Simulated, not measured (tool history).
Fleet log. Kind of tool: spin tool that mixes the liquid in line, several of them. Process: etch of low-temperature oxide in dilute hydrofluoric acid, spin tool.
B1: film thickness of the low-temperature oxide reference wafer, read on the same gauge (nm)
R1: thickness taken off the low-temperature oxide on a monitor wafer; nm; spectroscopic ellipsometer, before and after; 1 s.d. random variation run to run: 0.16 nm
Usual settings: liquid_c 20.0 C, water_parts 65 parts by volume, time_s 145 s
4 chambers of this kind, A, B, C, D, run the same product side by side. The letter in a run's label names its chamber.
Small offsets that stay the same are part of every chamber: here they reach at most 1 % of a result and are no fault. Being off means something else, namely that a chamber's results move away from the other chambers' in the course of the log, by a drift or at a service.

run 1C hour=4.4 | liquid_c=20.0 water_parts=65 time_s=145 | B1=40.000 | R1=22.056
run 2B hour=11.3 | liquid_c=20.0 water_parts=65 time_s=145 | B1=39.985 | R1=21.967
run 3D hour=19.5 | liquid_c=20.0 water_parts=65 time_s=145 | B1=40.027 | R1=22.216
run 4A hour=25.5 | liquid_c=20.0 water_parts=65 time_s=145 | B1=40.008 | R1=22.094
run 5C hour=31.0 | liquid_c=17.5 water_parts=80 time_s=145 | B1=39.999 | R1=15.856
run 6A hour=37.3 | liquid_c=17.5 water_parts=80 time_s=145 | B1=39.983 | R1=15.834
-- hour=38.1 chamber D: hydrofluoric acid flow meter replaced
run 7B hour=42.6 | liquid_c=17.5 water_parts=80 time_s=145 | B1=40.006 | R1=15.710
run 8D hour=51.1 | liquid_c=17.5 water_parts=80 time_s=145 | B1=40.006 | R1=16.048
run 9C hour=60.4 | liquid_c=23.5 water_parts=65 time_s=90 | B1=40.026 | R1=16.027
run 10A hour=67.0 | liquid_c=23.5 water_parts=65 time_s=90 | B1=39.986 | R1=15.729
run 11B hour=74.7 | liquid_c=23.5 water_parts=65 time_s=90 | B1=39.986 | R1=15.802
run 12D hour=82.8 | liquid_c=23.5 water_parts=65 time_s=90 | B1=39.995 | R1=15.933
run 13A hour=91.1 | liquid_c=20.0 water_parts=65 time_s=145 | B1=40.006 | R1=22.047
run 14B hour=96.8 | liquid_c=20.0 water_parts=65 time_s=145 | B1=39.997 | R1=21.852
run 15C hour=105.1 | liquid_c=20.0 water_parts=65 time_s=145 | B1=39.999 | R1=23.001
run 16D hour=114.2 | liquid_c=20.0 water_parts=65 time_s=145 | B1=40.001 | R1=22.124
run 17C hour=120.2 | liquid_c=20.0 water_parts=65 time_s=145 | B1=39.987 | R1=22.924
run 18A hour=124.7 | liquid_c=20.0 water_parts=65 time_s=145 | B1=40.007 | R1=21.994
run 19D hour=133.9 | liquid_c=20.0 water_parts=65 time_s=145 | B1=40.000 | R1=21.964
run 20B hour=143.5 | liquid_c=20.0 water_parts=65 time_s=145 | B1=40.012 | R1=21.926
run 21A hour=148.3 | liquid_c=20.0 water_parts=65 time_s=145 | B1=39.998 | R1=22.274
run 22C hour=155.3 | liquid_c=20.0 water_parts=65 time_s=145 | B1=40.004 | R1=23.509
-- hour=158.6 chamber B: hydrofluoric acid flow meter replaced
run 23B hour=160.0 | liquid_c=20.0 water_parts=65 time_s=145 | B1=39.987 | R1=22.141
run 24D hour=168.2 | liquid_c=20.0 water_parts=65 time_s=145 | B1=40.002 | R1=22.261
run 25A hour=175.5 | liquid_c=20.0 water_parts=65 time_s=145 | B1=39.992 | R1=22.216

Predict what each chamber gives when all 4 of them run the settings below next.
run 26A hour=182.5 | liquid_c=20.0 water_parts=65 time_s=145 | R1=?
run 26B hour=182.5 | liquid_c=20.0 water_parts=65 time_s=145 | R1=?
run 26C hour=182.5 | liquid_c=20.0 water_parts=65 time_s=145 | R1=?
run 26D hour=182.5 | liquid_c=20.0 water_parts=65 time_s=145 | R1=?

run=26A R1=22.136
run=26B R1=21.906
run=26C R1=23.738
run=26D R1=22.187
